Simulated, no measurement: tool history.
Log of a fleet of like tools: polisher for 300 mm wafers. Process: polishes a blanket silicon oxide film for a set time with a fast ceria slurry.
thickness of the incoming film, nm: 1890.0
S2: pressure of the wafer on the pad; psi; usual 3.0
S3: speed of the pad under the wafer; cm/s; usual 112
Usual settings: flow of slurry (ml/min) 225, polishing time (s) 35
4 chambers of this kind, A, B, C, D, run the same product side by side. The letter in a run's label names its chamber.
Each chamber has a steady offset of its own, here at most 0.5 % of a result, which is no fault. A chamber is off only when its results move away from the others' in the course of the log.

{"run": "1D", "day": 0.254, "flow of slurry (ml/min)": 225, "S2": 3.0, "S3": 112, "polishing time (s)": 35, "film removed (angstrom)": 5757.2}
{"day": 0.379, "done": "chamber A: head pressure recalibrated"}
{"day": 0.517, "done": "chamber C: slurry nozzle cleaned"}
{"run": "2B", "day": 0.538, "flow of slurry (ml/min)": 225, "S2": 3.0, "S3": 112, "polishing time (s)": 35, "film removed (angstrom)": 5729.4}
{"run": "3C", "day": 0.842, "flow of slurry (ml/min)": 225, "S2": 3.0, "S3": 112, "polishing time (s)": 35, "film removed (angstrom)": 5716.2}
{"run": "4A", "day": 1.054, "flow of slurry (ml/min)": 225, "S2": 3.0, "S3": 112, "polishing time (s)": 35, "film removed (angstrom)": 5612.5}
{"run": "5A", "day": 1.262, "flow of slurry (ml/min)": 225, "S2": 3.0, "S3": 112, "polishing time (s)": 35, "film removed (angstrom)": 5550.4}
{"run": "6C", "day": 1.583, "flow of slurry (ml/min)": 225, "S2": 3.0, "S3": 112, "polishing time (s)": 35, "film removed (angstrom)": 5679.4}
{"day": 1.6, "done": "chamber B: head pressure recalibrated"}
{"day": 1.821, "done": "chamber C: worn pad replaced by a new one"}
{"run": "7B", "day": 1.875, "flow of slurry (ml/min)": 180, "S2": 3.0, "S3": 112, "polishing time (s)": 35, "film removed (angstrom)": 5578.5}
{"run": "8D", "day": 2.179, "flow of slurry (ml/min)": 180, "S2": 3.0, "S3": 112, "polishing time (s)": 35, "film removed (angstrom)": 5666.0}
{"run": "9A", "day": 2.342, "flow of slurry (ml/min)": 180, "S2": 3.0, "S3": 112, "polishing time (s)": 35, "film removed (angstrom)": 5357.3}
{"run": "10B", "day": 2.546, "flow of slurry (ml/min)": 180, "S2": 3.0, "S3": 112, "polishing time (s)": 35, "film removed (angstrom)": 5603.5}
{"run": "11D", "day": 2.775, "flow of slurry (ml/min)": 225, "S2": 3.0, "S3": 112, "polishing time (s)": 35, "film removed (angstrom)": 5797.3}
{"run": "12C", "day": 3.025, "flow of slurry (ml/min)": 225, "S2": 3.0, "S3": 112, "polishing time (s)": 35, "film removed (angstrom)": 5663.5}
{"day": 3.25, "done": "chamber A: worn pad replaced by a new one"}
{"run": "13B", "day": 3.254, "flow of slurry (ml/min)": 225, "S2": 3.0, "S3": 112, "polishing time (s)": 35, "film removed (angstrom)": 5673.8}
{"day": 3.292, "done": "chamber D: worn pad replaced by a new one"}
{"run": "14A", "day": 3.458, "flow of slurry (ml/min)": 225, "S2": 3.4, "S3": 112, "polishing time (s)": 35, "film removed (angstrom)": 6421.7}
{"run": "15C", "day": 3.758, "flow of slurry (ml/min)": 225, "S2": 3.4, "S3": 112, "polishing time (s)": 35, "film removed (angstrom)": 6593.0}
{"run": "16D", "day": 4.0, "flow of slurry (ml/min)": 225, "S2": 3.4, "S3": 112, "polishing time (s)": 35, "film removed (angstrom)": 6529.0}
{"run": "17C", "day": 4.221, "flow of slurry (ml/min)": 225, "S2": 3.4, "S3": 112, "polishing time (s)": 35, "film removed (angstrom)": 6361.3}
{"run": "18A", "day": 4.421, "flow of slurry (ml/min)": 225, "S2": 3.0, "S3": 112, "polishing time (s)": 39, "film removed (angstrom)": 6112.4}
{"run": "19D", "day": 4.575, "flow of slurry (ml/min)": 225, "S2": 3.0, "S3": 112, "polishing time (s)": 39, "film removed (angstrom)": 6344.1}
{"run": "20B", "day": 4.725, "flow of slurry (ml/min)": 225, "S2": 3.0, "S3": 112, "polishing time (s)": 39, "film removed (angstrom)": 6333.7}
{"run": "21D", "day": 4.946, "flow of slurry (ml/min)": 225, "S2": 3.0, "S3": 112, "polishing time (s)": 39, "film removed (angstrom)": 6435.9}
{"run": "22A", "day": 5.279, "flow of slurry (ml/min)": 225, "S2": 3.0, "S3": 112, "polishing time (s)": 35, "film removed (angstrom)": 5756.4}
{"run": "23C", "day": 5.546, "flow of slurry (ml/min)": 225, "S2": 3.0, "S3": 112, "polishing time (s)": 35, "film removed (angstrom)": 5675.3}
{"run": "24B", "day": 5.804, "flow of slurry (ml/min)": 225, "S2": 3.0, "S3": 112, "polishing time (s)": 35, "film removed (angstrom)": 5502.1}
{"day": 5.867, "done": "chamber C: worn pad replaced by a new one"}
{"run": "25B", "day": 6.112, "flow of slurry (ml/min)": 225, "S2": 3.0, "S3": 112, "polishing time (s)": 35, "film removed (angstrom)": 5638.8}
{"run": "26A", "day": 6.379, "flow of slurry (ml/min)": 225, "S2": 3.0, "S3": 112, "polishing time (s)": 35, "film removed (angstrom)": 5611.9}
{"run": "27D", "day": 6.596, "flow of slurry (ml/min)": 225, "S2": 3.0, "S3": 112, "polishing time (s)": 35, "film removed (angstrom)": 5765.4}
{"day": 6.788, "done": "chamber D: worn pad replaced by a new one"}
{"run": "28C", "day": 6.804, "flow of slurry (ml/min)": 225, "S2": 3.0, "S3": 112, "polishing time (s)": 35, "film removed (angstrom)": 5648.4}
{"run": "29D", "day": 7.008, "flow of slurry (ml/min)": 225, "S2": 3.0, "S3": 112, "polishing time (s)": 35, "film removed (angstrom)": 5779.1}
{"run": "30A", "day": 7.242, "flow of slurry (ml/min)": 225, "S2": 2.1, "S3": 112, "polishing time (s)": 35, "film removed (angstrom)": 4009.9}
{"run": "31C", "day": 7.429, "flow of slurry (ml/min)": 225, "S2": 2.1, "S3": 112, "polishing time (s)": 35, "film removed (angstrom)": 3986.1}
{"run": "32B", "day": 7.671, "flow of slurry (ml/min)": 225, "S2": 2.1, "S3": 112, "polishing time (s)": 35, "film removed (angstrom)": 3809.9}
{"run": "33A", "day": 7.9, "flow of slurry (ml/min)": 225, "S2": 2.1, "S3": 112, "polishing time (s)": 35, "film removed (angstrom)": 3984.0}
{"run": "34C", "day": 8.092, "flow of slurry (ml/min)": 225, "S2": 3.0, "S3": 112, "polishing time (s)": 35, "film removed (angstrom)": 5734.1}
{"run": "35D", "day": 8.371, "flow of slurry (ml/min)": 225, "S2": 3.0, "S3": 112, "polishing time (s)": 35, "film removed (angstrom)": 5811.8}

Next, every chamber runs the same settings. What will each give?
{"run": "36A", "day": 8.612, "flow of slurry (ml/min)": 225, "S2": 3.0, "S3": 128, "polishing time (s)": 35, "film removed (angstrom)": "?"}
{"run": "36B", "day": 8.612, "flow of slurry (ml/min)": 225, "S2": 3.0, "S3": 128, "polishing time (s)": 35, "film removed (angstrom)": "?"}
{"run": "36C", "day": 8.612, "flow of slurry (ml/min)": 225, "S2": 3.0, "S3": 128, "polishing time (s)": 35, "film removed (angstrom)": "?"}
{"run": "36D", "day": 8.612, "flow of slurry (ml/min)": 225, "S2": 3.0, "S3": 128, "polishing time (s)": 35, "film removed (angstrom)": "?"}

run=36A film_removed_(angstrom)=6359.5
run=36B film_removed_(angstrom)=6091.9
run=36C film_removed_(angstrom)=6424.4
run=36D film_removed_(angstrom)=6638.5
